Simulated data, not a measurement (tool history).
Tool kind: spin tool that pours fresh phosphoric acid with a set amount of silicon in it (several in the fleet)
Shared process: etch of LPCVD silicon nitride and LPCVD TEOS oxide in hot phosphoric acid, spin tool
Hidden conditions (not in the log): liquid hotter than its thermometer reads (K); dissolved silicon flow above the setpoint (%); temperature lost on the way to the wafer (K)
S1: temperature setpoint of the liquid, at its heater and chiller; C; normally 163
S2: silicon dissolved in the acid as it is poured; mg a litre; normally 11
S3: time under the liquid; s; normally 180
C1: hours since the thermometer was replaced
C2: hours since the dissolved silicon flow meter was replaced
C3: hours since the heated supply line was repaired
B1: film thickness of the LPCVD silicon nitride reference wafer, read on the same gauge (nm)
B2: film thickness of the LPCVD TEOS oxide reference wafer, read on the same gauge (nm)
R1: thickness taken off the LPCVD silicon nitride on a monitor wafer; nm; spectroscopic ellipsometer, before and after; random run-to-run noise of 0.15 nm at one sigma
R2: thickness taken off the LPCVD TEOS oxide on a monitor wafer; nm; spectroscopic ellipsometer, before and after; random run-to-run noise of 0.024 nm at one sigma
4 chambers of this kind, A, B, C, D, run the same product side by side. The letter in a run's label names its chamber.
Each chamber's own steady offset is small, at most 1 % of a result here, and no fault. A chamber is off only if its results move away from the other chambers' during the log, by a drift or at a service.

{"run": "1B", "hour": 5.2, "S1": 163, "S2": 11, "S3": 180, "C1": 1351.8, "C2": 624.5, "C3": 366.1, "B1": 39.996, "B2": 60.03, "R1": 19.534, "R2": 0.60581}
{"run": "2D", "hour": 14.7, "S1": 163, "S2": 11, "S3": 180, "C1": 1234.1, "C2": 1465.3, "C3": 1321.6, "B1": 40, "B2": 59.995, "R1": 19.346, "R2": 0.60881}
{"run": "3A", "hour": 23.8, "S1": 163, "S2": 11, "S3": 180, "C1": 1280.6, "C2": 845, "C3": 1613.4, "B1": 40.013, "B2": 60, "R1": 18.993, "R2": 0.66217}
{"run": "4C", "hour": 32.0, "S1": 163, "S2": 11, "S3": 180, "C1": 2103.4, "C2": 1124.8, "C3": 875.7, "B1": 39.971, "B2": 60.002, "R1": 19.414, "R2": 0.576}
{"run": "5B", "hour": 40.6, "S1": 163, "S2": 11, "S3": 180, "C1": 1387.2, "C2": 659.9, "C3": 401.5, "B1": 39.997, "B2": 59.989, "R1": 19.517, "R2": 0.62916}
{"run": "6A", "hour": 49.5, "S1": 165, "S2": 11, "S3": 135, "C1": 1306.3, "C2": 870.7, "C3": 1639.1, "B1": 40.009, "B2": 60.001, "R1": 15.541, "R2": 0.549}
{"run": "7D", "hour": 56.9, "S1": 165, "S2": 11, "S3": 135, "C1": 1276.3, "C2": 1507.5, "C3": 1363.8, "B1": 40.004, "B2": 59.984, "R1": 15.394, "R2": 0.51754}
{"run": "8C", "hour": 61.7, "S1": 165, "S2": 11, "S3": 135, "C1": 2133.1, "C2": 1154.5, "C3": 905.4, "B1": 40.008, "B2": 59.989, "R1": 15.407, "R2": 0.50878}
{"run": "9B", "hour": 68.6, "S1": 165, "S2": 11, "S3": 135, "C1": 1415.2, "C2": 687.9, "C3": 429.5, "B1": 39.999, "B2": 59.988, "R1": 15.55, "R2": 0.52048}
{"run": "10C", "hour": 74.4, "S1": 163, "S2": 11, "S3": 180, "C1": 2145.8, "C2": 1167.2, "C3": 918.1, "B1": 40.004, "B2": 59.995, "R1": 19.498, "R2": 0.63309}
{"hour": 78.7, "done": "chamber A: dissolved silicon flow meter replaced"}
{"run": "11A", "hour": 81.2, "S1": 163, "S2": 11, "S3": 180, "C1": 1338, "C2": 2.6, "C3": 1670.8, "B1": 40.012, "B2": 60.008, "R1": 19.255, "R2": 0.61113}
{"run": "12D", "hour": 88.0, "S1": 164, "S2": 11, "S3": 240, "C1": 1307.4, "C2": 1538.6, "C3": 1394.9, "B1": 40, "B2": 59.988, "R1": 26.381, "R2": 0.83382}
{"run": "13B", "hour": 93.5, "S1": 164, "S2": 11, "S3": 240, "C1": 1440.1, "C2": 712.8, "C3": 454.4, "B1": 40.008, "B2": 60.002, "R1": 26.865, "R2": 0.84109}
{"run": "14D", "hour": 102.2, "S1": 164, "S2": 11, "S3": 240, "C1": 1321.6, "C2": 1552.8, "C3": 1409.1, "B1": 40.007, "B2": 60.006, "R1": 26.731, "R2": 0.94986}
{"run": "15A", "hour": 110.5, "S1": 164, "S2": 11, "S3": 240, "C1": 1367.3, "C2": 31.9, "C3": 1700.1, "B1": 40.01, "B2": 59.997, "R1": 26.411, "R2": 0.8152}
{"run": "16C", "hour": 118.7, "S1": 163, "S2": 11, "S3": 180, "C1": 2190.1, "C2": 1211.5, "C3": 962.4, "B1": 40.01, "B2": 60.015, "R1": 19.41, "R2": 0.61098}
{"run": "17B", "hour": 125.3, "S1": 163, "S2": 11, "S3": 180, "C1": 1471.9, "C2": 744.6, "C3": 486.2, "B1": 40.005, "B2": 60, "R1": 19.135, "R2": 0.64523}
{"run": "18C", "hour": 129.6, "S1": 163, "S2": 11, "S3": 180, "C1": 2201, "C2": 1222.4, "C3": 973.3, "B1": 40.014, "B2": 59.986, "R1": 19.199, "R2": 0.59467}
{"run": "19D", "hour": 138.5, "S1": 163, "S2": 11, "S3": 180, "C1": 1357.9, "C2": 1589.1, "C3": 1445.4, "B1": 39.995, "B2": 60.021, "R1": 19.633, "R2": 0.64808}
{"run": "20A", "hour": 143.6, "S1": 163, "S2": 11, "S3": 180, "C1": 1400.4, "C2": 65, "C3": 1733.2, "B1": 40, "B2": 60.009, "R1": 18.409, "R2": 0.56758}
{"run": "21C", "hour": 152.9, "S1": 163, "S2": 11, "S3": 180, "C1": 2224.3, "C2": 1245.7, "C3": 996.6, "B1": 40.001, "B2": 59.989, "R1": 19.257, "R2": 0.61713}
{"run": "22A", "hour": 158.0, "S1": 163, "S2": 18.5, "S3": 180, "C1": 1414.8, "C2": 79.4, "C3": 1747.6, "B1": 40.011, "B2": 60.02, "R1": 18.684, "R2": 0.48995}
{"run": "23B", "hour": 166.6, "S1": 163, "S2": 18.5, "S3": 180, "C1": 1513.2, "C2": 785.9, "C3": 527.5, "B1": 39.995, "B2": 60.003, "R1": 19.561, "R2": 0.54309}
{"run": "24D", "hour": 173.4, "S1": 163, "S2": 18.5, "S3": 180, "C1": 1392.8, "C2": 1624, "C3": 1480.3, "B1": 40.011, "B2": 59.996, "R1": 19.318, "R2": 0.5324}
{"run": "25B", "hour": 182.7, "S1": 163, "S2": 18.5, "S3": 180, "C1": 1529.3, "C2": 802, "C3": 543.6, "B1": 39.984, "B2": 59.987, "R1": 19.342, "R2": 0.47487}
{"hour": 187.3, "done": "chamber C: thermometer replaced"}
{"run": "26D", "hour": 188.9, "S1": 163, "S2": 11, "S3": 180, "C1": 1408.3, "C2": 1639.5, "C3": 1495.8, "B1": 40.008, "B2": 60.026, "R1": 19.463, "R2": 0.66729}
{"hour": 198.3, "done": "chamber B: thermometer replaced"}
{"run": "27A", "hour": 198.4, "S1": 163, "S2": 11, "S3": 180, "C1": 1455.2, "C2": 119.8, "C3": 1788, "B1": 39.994, "B2": 60.019, "R1": 18.177, "R2": 0.52935}
{"run": "28C", "hour": 205.9, "S1": 163, "S2": 11, "S3": 180, "C1": 18.7, "C2": 1298.7, "C3": 1049.6, "B1": 39.99, "B2": 59.998, "R1": 19.477, "R2": 0.59871}
{"run": "29B", "hour": 212.7, "S1": 163, "S2": 11, "S3": 180, "C1": 14.5, "C2": 832, "C3": 573.6, "B1": 40.013, "B2": 59.979, "R1": 19.675, "R2": 0.60077}
{"run": "30A", "hour": 219.8, "S1": 163, "S2": 11, "S3": 180, "C1": 1476.6, "C2": 141.2, "C3": 1809.4, "B1": 40.015, "B2": 59.991, "R1": 17.924, "R2": 0.50245}
{"run": "31C", "hour": 225.4, "S1": 163, "S2": 11, "S3": 180, "C1": 38.2, "C2": 1318.2, "C3": 1069.1, "B1": 40.002, "B2": 59.998, "R1": 19.269, "R2": 0.62503}
{"run": "32D", "hour": 234.7, "S1": 163, "S2": 11, "S3": 180, "C1": 1454.1, "C2": 1685.3, "C3": 1541.6, "B1": 39.997, "B2": 59.983, "R1": 19.607, "R2": 0.6127}
{"run": "33D", "hour": 242.8, "S1": 163, "S2": 11, "S3": 180, "C1": 1462.2, "C2": 1693.4, "C3": 1549.7, "B1": 39.999, "B2": 60.015, "R1": 19.477, "R2": 0.62783}
{"run": "34A", "hour": 249.2, "S1": 163, "S2": 11, "S3": 180, "C1": 1506, "C2": 170.6, "C3": 1838.8, "B1": 39.979, "B2": 59.984, "R1": 17.598, "R2": 0.50949}

Which is it: a chamber that has drifted or been left off by a service, a gauge drift common to all chambers, or only each chamber's usual small offset? If a chamber is off, name it and its likeliest cause.

Little by little, chamber A moves away from the other chambers.
Cause: temperature lost on the way to the wafer (K) = 2.74.
The log may not tell that from: liquid colder than its thermometer reads (K).

Chamber A could run next with any of the 4 candidate recipes listed below; each alters the usual settings, and their results appear as question marks. Which one brings its results back in line with what the other chambers deliver on the usual settings?
Allowed miss from the other chambers' usual-settings mean, per result, to count as in line: R1 0.52 nm; R2 0.084 nm
{"run": "35A-1", "hour": 256.1, "S1": 163, "S2": 10, "S3": 185, "R1": "?", "R2": "?"}
{"run": "35A-2", "hour": 256.1, "S1": 163.5, "S2": 7.5, "S3": 195, "R1": "?", "R2": "?"}
{"run": "35A-3", "hour": 256.1, "S1": 162.5, "S2": 14.5, "S3": 165, "R1": "?", "R2": "?"}
{"run": "35A-4", "hour": 256.1, "S1": 163, "S2": 12, "S3": 175, "R1": "?", "R2": "?"}

What the other chambers average on the usual settings: R1 19.371 nm; R2 0.6161 nm
run=35A-1 R1=18.064 R2=0.52672
run=35A-2 R1=19.369 R2=0.60855
run=35A-3 R1=15.843 R2=0.40742
run=35A-4 R1=17.088 R2=0.4761
It is 35A-2 that realigns the chamber with its peers.

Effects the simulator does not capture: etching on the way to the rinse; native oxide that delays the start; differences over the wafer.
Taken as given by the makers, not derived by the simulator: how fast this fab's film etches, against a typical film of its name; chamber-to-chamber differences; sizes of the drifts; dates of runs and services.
